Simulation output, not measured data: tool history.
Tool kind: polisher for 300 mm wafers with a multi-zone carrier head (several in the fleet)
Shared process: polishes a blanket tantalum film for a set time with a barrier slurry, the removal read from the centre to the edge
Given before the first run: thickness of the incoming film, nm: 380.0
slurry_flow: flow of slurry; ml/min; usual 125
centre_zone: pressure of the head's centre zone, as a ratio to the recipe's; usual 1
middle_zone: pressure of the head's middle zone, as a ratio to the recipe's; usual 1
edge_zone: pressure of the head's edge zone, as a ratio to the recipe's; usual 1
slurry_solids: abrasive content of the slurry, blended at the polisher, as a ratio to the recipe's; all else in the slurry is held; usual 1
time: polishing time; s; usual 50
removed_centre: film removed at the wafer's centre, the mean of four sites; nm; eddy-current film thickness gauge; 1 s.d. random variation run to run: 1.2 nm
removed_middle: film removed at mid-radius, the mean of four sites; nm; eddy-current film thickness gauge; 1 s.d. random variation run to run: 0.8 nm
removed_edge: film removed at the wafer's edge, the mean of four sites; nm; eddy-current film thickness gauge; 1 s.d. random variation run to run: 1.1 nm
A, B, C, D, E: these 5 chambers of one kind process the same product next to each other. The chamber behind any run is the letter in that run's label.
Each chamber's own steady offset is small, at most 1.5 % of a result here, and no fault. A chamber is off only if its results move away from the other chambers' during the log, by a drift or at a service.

run   hour  slurry_flow  centre_zone  middle_zone  edge_zone  slurry_solids  time  wafers polished on this pad  hours since the slurry nozzle was cleaned  hours since the centre zone pressure was calibrated  hours since the edge zone pressure was calibrated  removed_centre  removed_middle  removed_edge
       3.1  -- chamber D: worn pad replaced by a new one
 1B    5.7          125            1            1          1              1    50                          301                                      268.6                                                  977                                              386.9          81.675          80.484        81.104
 2C   10.9          125            1            1          1              1    50                          982                                       68.9                                                255.6                                              242.9          82.867          79.843         79.55
 3D   16.3          125            1            1          1              1    50                          105                                      158.4                                                367.3                                              602.4          81.593            78.9        82.619
      19.2  -- chamber B: slurry nozzle cleaned
 4A   21.1          125            1            1          1              1    50                          733                                      357.5                                                603.7                                              258.5          83.001          82.148        81.733
 5E   27.1          125         1.12            1          1           1.15    50                          964                                      258.2                                                273.5                                              350.7          95.178          82.726        84.281
      27.2  -- chamber E: slurry nozzle cleaned
 6B   33.7          125         1.12            1          1           1.15    50                          525                                       14.6                                                 1005                                              414.9          94.048          84.061        86.813
 7C   39.8          125         1.12            1          1           1.15    50                         1213                                       97.8                                                284.5                                              271.8          95.673          83.181        84.508
        43  -- chamber C: worn pad replaced by a new one
 8E   44.4          125         1.12            1          1           1.15    50                         1102                                       17.2                                                290.8                                                368          97.239          83.115        85.683
      44.5  -- chamber A: worn pad replaced by a new one
 9D   50.7          125         1.12            1          1           1.15    50                          380                                      192.8                                                401.7                                              636.8          93.157          83.145        83.371
10A   56.8          125            1            1          1              1    50                           98                                      393.2                                                639.4                                              294.2          83.219          82.722        80.797
      59.8  -- chamber B: worn pad replaced by a new one
      61.9  -- chamber E: worn pad replaced by a new one
11D   62.9          125            1            1          1              1    50                          478                                        205                                                413.9                                                649          80.349          80.182        80.285
12A   67.6          125         0.94         0.94          1              1    50                          184                                        404                                                650.2                                                305          78.478          76.987        81.498
13E   72.3          125         0.94         0.94          1              1    50                           83                                       45.1                                                318.7                                              395.9          74.825          76.738         81.66
14B   80.2          125         0.94         0.94          1              1    50                          163                                       61.1                                               1051.5                                              461.4          72.964          76.801        81.489
15C   85.9          125         0.94         0.94          1              1    50                          342                                      143.9                                                330.6                                              317.9          75.294          75.026        82.127
16D   94.2          125         0.94         0.94          1              1    50                          728                                      236.3                                                445.2                                              680.3          75.168          75.263         81.23
17A  100.2          125         0.88            1          1            0.7    50                          445                                      436.6                                                682.8                                              337.6          64.961          72.151         70.63
18B  108.5          125         0.88            1          1            0.7    50                          389                                       89.4                                               1079.8                                              489.7           63.18          72.039        71.034
19E  113.6          125         0.88            1          1            0.7    50                          413                                       86.4                                                  360                                              437.2          64.202          71.184        73.926
20C  117.6          125         0.88            1          1            0.7    50                          596                                      175.6                                                362.3                                              349.6          63.645          71.622        71.876
21A  123.8          125         0.88            1          1            0.7    50                          633                                      460.2                                                706.4                                              361.2          67.382          72.073         72.13
     126.2  -- chamber D: edge zone pressure recalibrated
     131.3  -- chamber A: slurry nozzle cleaned
22B  132.2          125            1            1          1              1    50                          578                                      113.1                                               1103.5                                              513.4          79.755          80.615        80.694
23C  137.8          125            1            1          1              1    50                          757                                      195.8                                                382.5                                              369.8          81.466          81.366        80.027
       140  -- chamber B: worn pad replaced by a new one
24E  141.6          125            1            1          1              1    50                          637                                      114.4                                                  388                                              465.2          81.309          78.722         83.09
25D  149.8          125            1            1          1              1    50                         1172                                      291.9                                                500.8                                               23.7          80.937          79.816        79.516
     150.1  -- chamber D: worn pad replaced by a new one
     150.9  -- chamber A: worn pad replaced by a new one
26B  157.5          125            1            1          1              1    50                          140                                      138.4                                               1128.8                                              538.7          80.709          81.138        80.753
27D  163.9          125            1            1       1.07              1    50                          110                                        306                                                514.9                                               37.8          78.424          78.288         83.23
28E  168.7          125            1            1       1.07              1    50                          853                                      141.5                                                415.1                                              492.3          82.322          80.255        83.934
29A  174.5          125            1            1       1.07              1    50                          188                                       43.2                                                757.1                                              411.9          85.955          80.492        84.692
30C  178.8          125            1            1       1.07              1    50                         1085                                      236.8                                                423.5                                              410.8          82.188          80.261        84.496
     179.2  -- chamber C: worn pad replaced by a new one
31C  183.5          125            1            1       1.07              1    50                           34                                      241.5                                                428.2                                              415.5          79.786          80.234        85.253
32B  189.3          125            1            1          1              1    50                          394                                      170.2                                               1160.6                                              570.5          79.251           78.63        81.334
     195.9  -- chamber E: worn pad replaced by a new one
33E    197          125            1            1          1              1    50                            9                                      169.8                                                443.4                                              520.6          79.221          78.405        81.493

What goes on in this fleet: one chamber off, a drifting gauge, or nothing beyond the chambers' own small offsets? Name the chamber and the cause, if any.

Little by little, chamber A moves away from the other chambers.
What lies behind it: centre zone's pressure above its setpoint, % = 9.31.

Below are 4 candidate recipes for chamber A's next run, each the usual settings with a change, their results shown as question marks. Which of them brings A's results back in line with what the other chambers give on the usual settings?
To be in line, a result may differ from the other chambers' mean on the usual settings by at most: removed_centre 4.1 nm; removed_middle 2.8 nm; removed_edge 3.8 nm
34A-1  203.1          135         1.08         0.99       0.97              1    50                                                                                                                                                                                               ?               ?             ?
34A-2  203.1          140         1.15         0.99       0.94              1    50                                                                                                                                                                                               ?               ?             ?
34A-3  203.1          115         0.92         1.01       1.03              1    50                                                                                                                                                                                               ?               ?             ?
34A-4  203.1          110         0.85         1.01       1.06              1    50                                                                                                                                                                                               ?               ?             ?

Average result of the remaining chambers running the usual settings: removed_centre 80.551 nm; removed_middle 79.959 nm; removed_edge 80.932 nm
  run  removed_centre  removed_middle  removed_edge
34A-1          98.851           81.92        79.916
34A-2          106.77          82.513        79.068
34A-3          79.437          80.472        80.332
34A-4          71.781            79.6        80.937
Change 34A-3 lands the chamber within the allowed miss of the other chambers.
